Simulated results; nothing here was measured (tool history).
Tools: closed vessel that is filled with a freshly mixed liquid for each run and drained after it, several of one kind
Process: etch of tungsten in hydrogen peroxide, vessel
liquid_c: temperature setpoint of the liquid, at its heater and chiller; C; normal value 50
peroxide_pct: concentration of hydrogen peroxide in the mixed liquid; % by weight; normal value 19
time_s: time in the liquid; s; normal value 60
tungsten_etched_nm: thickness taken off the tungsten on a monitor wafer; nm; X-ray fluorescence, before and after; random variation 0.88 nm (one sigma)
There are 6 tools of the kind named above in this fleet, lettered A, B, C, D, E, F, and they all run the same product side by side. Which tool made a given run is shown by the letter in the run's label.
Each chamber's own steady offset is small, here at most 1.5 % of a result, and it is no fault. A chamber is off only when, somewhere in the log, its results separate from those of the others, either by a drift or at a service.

run	hour	liquid_c	peroxide_pct	time_s	read-back film thickness of the tungsten reference wafer, read on the same gauge (nm)	tungsten_etched_nm
1A	6.9	50	19	60	130	109.96
2F	13.5	50	19	60	130.02	108.33
3B	22.9	50	19	60	129.97	108.5
4C	31.8	50	19	60	130	107.65
5E	37.7	50	19	60	129.99	107.31
6D	43.5	50	19	60	129.97	106.88
7E	54	50	19	60	130.02	107.12
8B	59.6	50	19	60	130.02	108.68
9C	66	50	21	60	130.01	115.14
10A	71.9	50	21	60	129.99	115.51
11D	80	50	21	60	129.98	113.78
12F	86.7	50	21	60	130	114.81
13E	92.9	50	21	60	130.03	112.83
14B	100.7	50	21	60	129.98	113.77
15A	109.4	50	19	60	130	109.01
16D	115.7	50	19	60	129.99	108.46
17C	125.3	50	19	60	129.97	108.94
18F	132.5	50	19	60	130.01	110.08
19D	139.7	50	19	60	129.99	108.52
# hour 143.2: chamber C: thermometer replaced
20F	148	50	19	60	130.01	108.77
21C	154.8	50	19	60	130.01	111.25
22E	165.1	50	19	60	130.01	107.81
23A	173.3	50	19	60	129.96	108.95
24B	178.3	50	19	60	129.99	109.93
25B	188.8	50	19	60	130.01	108.93
26D	194.5	50	19	60	130.01	107.88
27E	202.6	50	19	60	130	107.59
# hour 207.3: chamber B: peroxide flow meter replaced
28A	211.6	50	24	60	129.98	123.82
29C	220.8	50	24	60	130.01	122.04
30F	231.3	50	24	60	130	124.03
31B	237.4	50	24	60	130.02	120.21
32F	244.3	50	24	60	129.98	123.48
33A	253.9	50	24	60	130.02	124.96
34C	261.9	54	21.5	60	130.03	147.63
35E	268.4	54	21.5	60	129.98	147.96
36D	277.3	54	21.5	60	129.97	146.11
37B	284.8	54	21.5	60	130.03	145.24
38D	291.7	54	21.5	60	130.02	145.48
39F	298.5	54	21.5	60	129.98	147.51
40E	305.5	50	24	90	130.01	182.8
41C	314	50	24	90	129.97	187.49
42A	318.8	50	24	90	130.01	186.66
43D	323.8	50	24	90	129.98	181.16
44B	334.2	50	24	90	129.98	181.67

The same settings go to every chamber for the next run, one line per chamber below. Forecast the results for each:
45A	341.9	50	19	60		?
45B	341.9	50	19	60		?
45C	341.9	50	19	60		?
45D	341.9	50	19	60		?
45E	341.9	50	19	60		?
45F	341.9	50	19	60		?

run	tungsten_etched_nm
45A	110.06
45B	108.76
45C	108.17
45D	107.78
45E	109.14
45F	111.69

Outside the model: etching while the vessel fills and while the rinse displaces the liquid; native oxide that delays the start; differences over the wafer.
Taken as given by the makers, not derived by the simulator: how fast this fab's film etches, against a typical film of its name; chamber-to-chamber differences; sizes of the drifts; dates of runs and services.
